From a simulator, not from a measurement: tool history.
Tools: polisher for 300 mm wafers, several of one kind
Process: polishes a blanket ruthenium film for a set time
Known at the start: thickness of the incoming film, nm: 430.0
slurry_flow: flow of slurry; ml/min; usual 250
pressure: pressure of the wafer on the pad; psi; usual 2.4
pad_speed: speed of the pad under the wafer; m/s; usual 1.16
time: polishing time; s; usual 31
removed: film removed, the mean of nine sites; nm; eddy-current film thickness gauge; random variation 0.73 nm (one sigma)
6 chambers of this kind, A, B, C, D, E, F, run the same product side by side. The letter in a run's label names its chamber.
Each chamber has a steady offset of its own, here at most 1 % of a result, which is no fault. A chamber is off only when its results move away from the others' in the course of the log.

run   hour  slurry_flow  pressure  pad_speed  time  removed
       4.6  -- chamber F: worn pad replaced by a new one
       5.6  -- chamber A: worn pad replaced by a new one
 1D    7.9          250       2.4       1.16    31   56.705
 2E   19.9          250       2.4       1.16    31   57.207
      27.4  -- chamber C: worn pad replaced by a new one
 3B     28          250       2.4       1.16    31    57.08
      29.8  -- chamber D: worn pad replaced by a new one
      32.3  -- chamber B: worn pad replaced by a new one
 4C   38.1          250       2.4       1.16    31   58.122
      45.9  -- chamber E: worn pad replaced by a new one
 5A     54          250       2.4       1.16    31   57.106
 6F   69.3          250       2.4       1.16    31   57.123
      81.1  -- chamber F: worn pad replaced by a new one
 7C   81.4          250       2.4       1.16    31   58.016
        82  -- chamber A: worn pad replaced by a new one
 8B   90.1          250       2.4       1.16    31   56.444
 9F   99.2          250       2.4       1.16    31   58.138
     100.4  -- chamber C: worn pad replaced by a new one
     102.4  -- chamber E: slurry nozzle cleaned
10A  109.9          250       2.4       1.16    31   57.109
     110.6  -- chamber B: worn pad replaced by a new one
     118.5  -- chamber B: slurry nozzle cleaned
11D  121.4          250       2.4       1.16    31    58.19
     122.4  -- chamber E: worn pad replaced by a new one
     123.7  -- chamber D: worn pad replaced by a new one
12E  133.8          250       2.4       1.16    31   57.628
13C  145.8          250       2.4       1.16    31   57.295
     152.3  -- chamber A: worn pad replaced by a new one
14A  154.6          250       2.4       1.16    31   58.026
15B  166.8          250       2.4       1.16    35   65.033
     167.2  -- chamber F: worn pad replaced by a new one
     170.8  -- chamber C: worn pad replaced by a new one
16F  176.9          250       2.4       1.16    35   65.751
17E  187.9          250       2.4       1.16    35   63.913
       203  -- chamber B: worn pad replaced by a new one
18D  203.3          250       2.4       1.16    35   64.441
     205.3  -- chamber D: worn pad replaced by a new one
     209.7  -- chamber E: worn pad replaced by a new one
19C    214          250       2.4       1.16    35   64.663
20B  228.3          250       2.4       1.16    35    64.69
     229.9  -- chamber A: head pressure recalibrated
     230.6  -- chamber A: worn pad replaced by a new one
21A  238.2          250       2.4       1.16    31   57.701
     245.4  -- chamber C: worn pad replaced by a new one
22D  246.8          250       2.4       0.82    31   40.166
     247.4  -- chamber F: worn pad replaced by a new one
23F  261.3          250       2.4       0.82    31   40.459
24E  270.7          250       2.4       0.82    31   39.846
25D  278.5          250       2.4       0.82    31   41.319
     279.6  -- chamber D: worn pad replaced by a new one
       281  -- chamber E: worn pad replaced by a new one
     283.9  -- chamber B: worn pad replaced by a new one
26E  286.9          250       2.4       0.82    31   40.456
     294.1  -- chamber E: head pressure recalibrated
27B  295.3          250       2.4       0.82    31   40.225
28A  308.1          250       2.4       1.16    31   57.529
     318.1  -- chamber B: slurry nozzle cleaned
     320.1  -- chamber A: worn pad replaced by a new one
29F    323          250       2.4       1.16    31   56.999
     327.5  -- chamber C: worn pad replaced by a new one
     330.8  -- chamber F: worn pad replaced by a new one
30C  338.1          250       2.4       1.16    31   57.297
31B  345.6          250       2.4       1.16    31   55.758
32D  360.9          250       2.4       1.16    31   57.955
     369.9  -- chamber E: worn pad replaced by a new one
33E  375.5          250       2.4       1.16    31   57.287
34F    386          250       2.4       1.16    31   56.094
       399  -- chamber C: worn pad replaced by a new one
35A  399.2          250       2.4       1.16    31   57.841
36C  408.6          250       2.4       1.16    31   59.904

Next, every chamber runs the same settings. What will each give?
37A  420.2          250       2.4       1.16    31        ?
37B  420.2          250       2.4       1.16    31        ?
37C  420.2          250       2.4       1.16    31        ?
37D  420.2          250       2.4       1.16    31        ?
37E  420.2          250       2.4       1.16    31        ?
37F  420.2          250       2.4       1.16    31        ?

run  removed
37A   57.147
37B   58.458
37C   58.925
37D   57.826
37E   56.272
37F   57.146
